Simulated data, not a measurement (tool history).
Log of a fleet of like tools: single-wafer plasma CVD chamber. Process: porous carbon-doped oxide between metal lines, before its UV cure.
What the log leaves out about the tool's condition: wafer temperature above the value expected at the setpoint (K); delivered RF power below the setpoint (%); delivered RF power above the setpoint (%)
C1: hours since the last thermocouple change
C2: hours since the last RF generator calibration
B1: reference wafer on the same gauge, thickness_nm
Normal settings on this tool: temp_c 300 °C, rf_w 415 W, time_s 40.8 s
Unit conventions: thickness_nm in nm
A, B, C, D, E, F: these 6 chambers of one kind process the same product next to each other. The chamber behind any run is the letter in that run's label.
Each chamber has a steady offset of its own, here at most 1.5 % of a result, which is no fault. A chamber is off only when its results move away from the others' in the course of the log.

{"run": "1E", "day": 0.304, "temp_c": 300, "rf_w": 415, "time_s": 40.8, "C1": 328.7, "C2": 855.0, "B1": 171.99, "thickness_nm": 191.1}
{"run": "2B", "day": 0.758, "temp_c": 300, "rf_w": 415, "time_s": 40.8, "C1": 2141.7, "C2": 641.3, "B1": 172.05, "thickness_nm": 192.22}
{"run": "3C", "day": 1.233, "temp_c": 300, "rf_w": 415, "time_s": 40.8, "C1": 888.6, "C2": 942.2, "B1": 172.03, "thickness_nm": 191.36}
{"run": "4F", "day": 1.612, "temp_c": 300, "rf_w": 415, "time_s": 40.8, "C1": 614.4, "C2": 1779.8, "B1": 172.07, "thickness_nm": 188.82}
{"run": "5D", "day": 2.217, "temp_c": 300, "rf_w": 415, "time_s": 40.8, "C1": 1589.3, "C2": 1508.8, "B1": 172.09, "thickness_nm": 191.82}
{"run": "6A", "day": 2.729, "temp_c": 300, "rf_w": 415, "time_s": 40.8, "C1": 911.3, "C2": 471.9, "B1": 172.09, "thickness_nm": 192.26}
{"run": "7A", "day": 3.067, "temp_c": 300, "rf_w": 415, "time_s": 40.8, "C1": 919.4, "C2": 480.0, "B1": 172.14, "thickness_nm": 192.45}
{"run": "8F", "day": 3.383, "temp_c": 300, "rf_w": 415, "time_s": 40.8, "C1": 656.9, "C2": 1822.3, "B1": 172.19, "thickness_nm": 188.82}
{"run": "9D", "day": 3.783, "temp_c": 300, "rf_w": 415, "time_s": 40.8, "C1": 1626.9, "C2": 1546.4, "B1": 172.18, "thickness_nm": 191.9}
{"run": "10C", "day": 4.167, "temp_c": 300, "rf_w": 415, "time_s": 40.8, "C1": 959.0, "C2": 1012.6, "B1": 172.24, "thickness_nm": 191.72}
{"run": "11B", "day": 4.712, "temp_c": 300, "rf_w": 415, "time_s": 40.8, "C1": 2236.6, "C2": 736.2, "B1": 172.2, "thickness_nm": 191.97}
{"run": "12E", "day": 5.279, "temp_c": 300, "rf_w": 415, "time_s": 40.8, "C1": 448.1, "C2": 974.4, "B1": 172.24, "thickness_nm": 191.61}
{"day": 5.588, "done": "chamber F: RF generator calibrated"}
{"run": "13A", "day": 5.592, "temp_c": 300, "rf_w": 480, "time_s": 33.4, "C1": 980.0, "C2": 540.6, "B1": 172.31, "thickness_nm": 176.6}
{"run": "14F", "day": 6.004, "temp_c": 300, "rf_w": 480, "time_s": 33.4, "C1": 719.8, "C2": 10.1, "B1": 172.28, "thickness_nm": 173.26}
{"run": "15B", "day": 6.371, "temp_c": 300, "rf_w": 480, "time_s": 33.4, "C1": 2276.4, "C2": 776.0, "B1": 172.26, "thickness_nm": 176.18}
{"run": "16C", "day": 6.788, "temp_c": 300, "rf_w": 480, "time_s": 33.4, "C1": 1021.9, "C2": 1075.5, "B1": 172.32, "thickness_nm": 176.39}
{"run": "17E", "day": 7.404, "temp_c": 300, "rf_w": 480, "time_s": 33.4, "C1": 499.1, "C2": 1025.4, "B1": 172.4, "thickness_nm": 175.38}
{"run": "18D", "day": 7.938, "temp_c": 300, "rf_w": 480, "time_s": 33.4, "C1": 1726.6, "C2": 1646.1, "B1": 172.39, "thickness_nm": 176.68}
{"run": "19A", "day": 8.458, "temp_c": 308, "rf_w": 415, "time_s": 40.8, "C1": 1048.8, "C2": 609.4, "B1": 172.38, "thickness_nm": 184.67}
{"run": "20F", "day": 8.812, "temp_c": 308, "rf_w": 415, "time_s": 40.8, "C1": 787.2, "C2": 77.5, "B1": 172.44, "thickness_nm": 180.78}
{"run": "21B", "day": 9.188, "temp_c": 308, "rf_w": 415, "time_s": 40.8, "C1": 2344.0, "C2": 843.6, "B1": 172.43, "thickness_nm": 183.82}
{"run": "22C", "day": 9.658, "temp_c": 308, "rf_w": 415, "time_s": 40.8, "C1": 1090.8, "C2": 1144.4, "B1": 172.41, "thickness_nm": 183.84}
{"run": "23E", "day": 10.204, "temp_c": 308, "rf_w": 415, "time_s": 40.8, "C1": 566.3, "C2": 1092.6, "B1": 172.4, "thickness_nm": 183.55}
{"run": "24D", "day": 10.483, "temp_c": 308, "rf_w": 415, "time_s": 40.8, "C1": 1787.7, "C2": 1707.2, "B1": 172.52, "thickness_nm": 183.54}
{"run": "25A", "day": 10.875, "temp_c": 310, "rf_w": 415, "time_s": 40.8, "C1": 1106.8, "C2": 667.4, "B1": 172.49, "thickness_nm": 182.47}
{"day": 10.979, "done": "chamber B: RF generator calibrated"}
{"run": "26E", "day": 11.488, "temp_c": 310, "rf_w": 415, "time_s": 40.8, "C1": 597.1, "C2": 1123.4, "B1": 172.49, "thickness_nm": 181.41}
{"run": "27F", "day": 12.033, "temp_c": 310, "rf_w": 415, "time_s": 40.8, "C1": 864.5, "C2": 154.8, "B1": 172.65, "thickness_nm": 179.14}
{"day": 12.292, "done": "chamber A: thermocouple changed; heater temperature recalibrated"}
{"run": "28B", "day": 12.417, "temp_c": 310, "rf_w": 415, "time_s": 40.8, "C1": 2421.5, "C2": 34.6, "B1": 172.54, "thickness_nm": 182.37}
{"run": "29C", "day": 12.979, "temp_c": 310, "rf_w": 415, "time_s": 40.8, "C1": 1170.5, "C2": 1224.1, "B1": 172.57, "thickness_nm": 181.73}
{"day": 13.379, "done": "chamber D: thermocouple changed; heater temperature recalibrated"}
{"run": "30D", "day": 13.596, "temp_c": 310, "rf_w": 415, "time_s": 40.8, "C1": 5.3, "C2": 1781.9, "B1": 172.6, "thickness_nm": 182.2}
{"run": "31B", "day": 14.208, "temp_c": 300, "rf_w": 415, "time_s": 40.8, "C1": 2464.5, "C2": 77.6, "B1": 172.71, "thickness_nm": 192.71}
{"run": "32E", "day": 14.5, "temp_c": 300, "rf_w": 415, "time_s": 40.8, "C1": 669.4, "C2": 1195.7, "B1": 172.67, "thickness_nm": 191.96}
{"run": "33F", "day": 14.979, "temp_c": 300, "rf_w": 415, "time_s": 37.0, "C1": 935.2, "C2": 225.5, "B1": 172.73, "thickness_nm": 172.24}
{"run": "34A", "day": 15.4, "temp_c": 300, "rf_w": 415, "time_s": 37.0, "C1": 74.7, "C2": 776.0, "B1": 172.75, "thickness_nm": 175.69}
{"run": "35C", "day": 15.996, "temp_c": 300, "rf_w": 415, "time_s": 37.0, "C1": 1242.9, "C2": 1296.5, "B1": 172.79, "thickness_nm": 175.38}
{"run": "36D", "day": 16.325, "temp_c": 300, "rf_w": 415, "time_s": 37.0, "C1": 70.8, "C2": 1847.4, "B1": 172.76, "thickness_nm": 174.51}
{"run": "37E", "day": 16.642, "temp_c": 300, "rf_w": 415, "time_s": 37.0, "C1": 720.8, "C2": 1247.1, "B1": 172.79, "thickness_nm": 174.28}
{"run": "38B", "day": 17.033, "temp_c": 300, "rf_w": 415, "time_s": 37.0, "C1": 2532.3, "C2": 145.4, "B1": 172.82, "thickness_nm": 175.48}
{"run": "39A", "day": 17.35, "temp_c": 300, "rf_w": 415, "time_s": 40.8, "C1": 121.5, "C2": 822.8, "B1": 172.75, "thickness_nm": 193.49}

Next, every chamber runs the same settings. What will each give?
{"run": "40A", "day": 17.796, "temp_c": 315, "rf_w": 415, "time_s": 40.8, "thickness_nm": "?"}
{"run": "40B", "day": 17.796, "temp_c": 315, "rf_w": 415, "time_s": 40.8, "thickness_nm": "?"}
{"run": "40C", "day": 17.796, "temp_c": 315, "rf_w": 415, "time_s": 40.8, "thickness_nm": "?"}
{"run": "40D", "day": 17.796, "temp_c": 315, "rf_w": 415, "time_s": 40.8, "thickness_nm": "?"}
{"run": "40E", "day": 17.796, "temp_c": 315, "rf_w": 415, "time_s": 40.8, "thickness_nm": "?"}
{"run": "40F", "day": 17.796, "temp_c": 315, "rf_w": 415, "time_s": 40.8, "thickness_nm": "?"}

run=40A thickness_nm=178.21
run=40B thickness_nm=178.38
run=40C thickness_nm=177.51
run=40D thickness_nm=177.24
run=40E thickness_nm=176.86
run=40F thickness_nm=174.73

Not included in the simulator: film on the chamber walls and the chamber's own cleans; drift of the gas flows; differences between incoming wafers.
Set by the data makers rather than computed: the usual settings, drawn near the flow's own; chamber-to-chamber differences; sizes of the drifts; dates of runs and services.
